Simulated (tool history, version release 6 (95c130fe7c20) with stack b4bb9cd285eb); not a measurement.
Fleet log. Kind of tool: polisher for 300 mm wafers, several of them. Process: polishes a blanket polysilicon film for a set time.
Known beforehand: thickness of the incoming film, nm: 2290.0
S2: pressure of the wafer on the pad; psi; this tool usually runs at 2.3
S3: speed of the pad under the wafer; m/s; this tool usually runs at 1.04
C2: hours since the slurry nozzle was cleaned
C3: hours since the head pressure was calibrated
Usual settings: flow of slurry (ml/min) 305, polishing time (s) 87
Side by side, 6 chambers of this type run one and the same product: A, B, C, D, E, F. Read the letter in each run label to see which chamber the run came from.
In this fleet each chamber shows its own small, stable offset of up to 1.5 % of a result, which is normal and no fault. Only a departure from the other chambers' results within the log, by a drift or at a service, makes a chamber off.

Run 1E, hour 3.0: usual settings; wafers polished on this pad 596; C2 202.6; C3 1140.1. Result: film removed (nm) 492.01.
Run 2B, hour 8.9: usual settings; wafers polished on this pad 297; C2 308.8; C3 461.4. Result: film removed (nm) 508.76.
Run 3A, hour 11.8: usual settings; wafers polished on this pad 956; C2 28.5; C3 738.5. Result: film removed (nm) 479.25.
Run 4F, hour 15.6: usual settings; wafers polished on this pad 570; C2 538.0; C3 382.8. Result: film removed (nm) 487.40.
At hour 18.7: chamber E: slurry nozzle cleaned.
At hour 18.8: chamber C: worn pad replaced by a new one.
Run 5D, hour 19.0: usual settings; wafers polished on this pad 1081; C2 661.3; C3 79.0. Result: film removed (nm) 497.78.
At hour 22.6: chamber D: worn pad replaced by a new one.
Run 6C, hour 23.7: usual settings; wafers polished on this pad 59; C2 88.9; C3 91.1. Result: film removed (nm) 492.26.
Run 7D, hour 26.9: usual settings; wafers polished on this pad 52; C2 669.2; C3 86.9. Result: film removed (nm) 503.07.
At hour 32.4: chamber A: worn pad replaced by a new one.
Run 8E, hour 32.7: usual settings; wafers polished on this pad 953; C2 14.0; C3 1169.8. Result: film removed (nm) 499.55.
Run 9C, hour 38.8: usual settings; wafers polished on this pad 240; C2 104.0; C3 106.2. Result: film removed (nm) 505.51.
Run 10F, hour 42.1: usual settings; wafers polished on this pad 889; C2 564.5; C3 409.3. Result: film removed (nm) 496.14.
Run 11B, hour 46.0: usual settings; wafers polished on this pad 744; C2 345.9; C3 498.5. Result: film removed (nm) 513.95.
At hour 50.1: chamber F: worn pad replaced by a new one.
Run 12A, hour 51.8: usual settings; wafers polished on this pad 233; C2 68.5; C3 778.5. Result: film removed (nm) 499.75.
Run 13A, hour 55.1: usual settings; wafers polished on this pad 273; C2 71.8; C3 781.8. Result: film removed (nm) 489.24.
Run 14D, hour 60.6: usual settings; wafers polished on this pad 458; C2 702.9; C3 120.6. Result: film removed (nm) 503.14.
Run 15C, hour 63.9: usual settings but S3 0.92 m/s; wafers polished on this pad 542; C2 129.1; C3 131.3. Result: film removed (nm) 429.52.
Run 16B, hour 69.6: usual settings but S3 0.92 m/s; wafers polished on this pad 1028; C2 369.5; C3 522.1. Result: film removed (nm) 448.10.
At hour 71.4: chamber C: worn pad replaced by a new one.
Run 17F, hour 75.5: usual settings but S3 0.92 m/s; wafers polished on this pad 306; C2 597.9; C3 442.7. Result: film removed (nm) 428.79.
At hour 77.0: chamber B: worn pad replaced by a new one.
Run 18E, hour 80.2: usual settings but S3 0.92 m/s; wafers polished on this pad 1525; C2 61.5; C3 1217.3. Result: film removed (nm) 425.34.
Run 19F, hour 85.4: usual settings but S3 0.92 m/s; wafers polished on this pad 425; C2 607.8; C3 452.6. Result: film removed (nm) 420.95.
Run 20C, hour 90.9: usual settings but S3 0.92 m/s; wafers polished on this pad 234; C2 156.1; C3 158.3. Result: film removed (nm) 439.93.
Run 21E, hour 95.7: usual settings; wafers polished on this pad 1711; C2 77.0; C3 1232.8. Result: film removed (nm) 480.24.
Run 22B, hour 99.1: usual settings; wafers polished on this pad 266; C2 399.0; C3 551.6. Result: film removed (nm) 516.25.
Run 23A, hour 104.1: usual settings; wafers polished on this pad 862; C2 120.8; C3 830.8. Result: film removed (nm) 489.77.
Run 24D, hour 109.7: usual settings but S3 0.86 m/s; wafers polished on this pad 1049; C2 752.0; C3 169.7. Result: film removed (nm) 407.11.
Run 25F, hour 114.0: usual settings but S3 0.86 m/s; wafers polished on this pad 769; C2 636.4; C3 481.2. Result: film removed (nm) 413.42.
Run 26D, hour 116.7: usual settings but S3 0.86 m/s; wafers polished on this pad 1133; C2 759.0; C3 176.7. Result: film removed (nm) 408.15.
At hour 117.8: chamber D: worn pad replaced by a new one.
At hour 118.1: chamber A: worn pad replaced by a new one.
At hour 119.5: chamber F: worn pad replaced by a new one.
At hour 120.1: chamber C: worn pad replaced by a new one.
Run 27C, hour 120.7: usual settings but S3 0.86 m/s; wafers polished on this pad 7; C2 185.9; C3 188.1. Result: film removed (nm) 414.33.
Run 28A, hour 125.3: usual settings but S3 0.86 m/s; wafers polished on this pad 86; C2 142.0; C3 852.0. Result: film removed (nm) 410.87.
Run 29B, hour 131.4: usual settings but S3 0.86 m/s; wafers polished on this pad 655; C2 431.3; C3 583.9. Result: film removed (nm) 414.59.
Run 30E, hour 134.5: usual settings but polishing time (s) 116; wafers polished on this pad 2178; C2 115.8; C3 1271.6. Result: film removed (nm) 612.69.
Run 31C, hour 137.4: usual settings but polishing time (s) 116; wafers polished on this pad 208; C2 202.6; C3 204.8. Result: film removed (nm) 664.29.
Run 32B, hour 142.4: usual settings but polishing time (s) 116; wafers polished on this pad 787; C2 442.3; C3 594.9. Result: film removed (nm) 669.75.
At hour 143.3: chamber F: slurry nozzle cleaned.
Run 33F, hour 145.8: usual settings but polishing time (s) 116; wafers polished on this pad 317; C2 2.6; C3 513.0. Result: film removed (nm) 650.29.
Run 34A, hour 150.6: usual settings but polishing time (s) 116; wafers polished on this pad 391; C2 167.3; C3 877.3. Result: film removed (nm) 649.24.
Run 35D, hour 154.4: usual settings but polishing time (s) 116; wafers polished on this pad 441; C2 796.7; C3 214.4. Result: film removed (nm) 652.51.
Run 36E, hour 157.2: usual settings; wafers polished on this pad 2452; C2 138.5; C3 1294.3. Result: film removed (nm) 444.67.
Run 37D, hour 160.1: usual settings but S3 1.34 m/s; wafers polished on this pad 510; C2 802.4; C3 220.1. Result: film removed (nm) 636.15.
Run 38A, hour 164.6: usual settings but S3 1.34 m/s; wafers polished on this pad 559; C2 181.3; C3 891.3. Result: film removed (nm) 649.63.

Each of the 6 chambers runs these same settings next. Fill in every chamber's results:
Run 39A, hour 169.0: usual settings but flow of slurry (ml/min) 215. Result: film removed (nm) ?.
Run 39B, hour 169.0: usual settings but flow of slurry (ml/min) 215. Result: film removed (nm) ?.
Run 39C, hour 169.0: usual settings but flow of slurry (ml/min) 215. Result: film removed (nm) ?.
Run 39D, hour 169.0: usual settings but flow of slurry (ml/min) 215. Result: film removed (nm) ?.
Run 39E, hour 169.0: usual settings but flow of slurry (ml/min) 215. Result: film removed (nm) ?.
Run 39F, hour 169.0: usual settings but flow of slurry (ml/min) 215. Result: film removed (nm) ?.

run  film removed (nm)
39A             471.26
39B             497.18
39C             483.43
39D             473.69
39E             420.05
39F             487.40
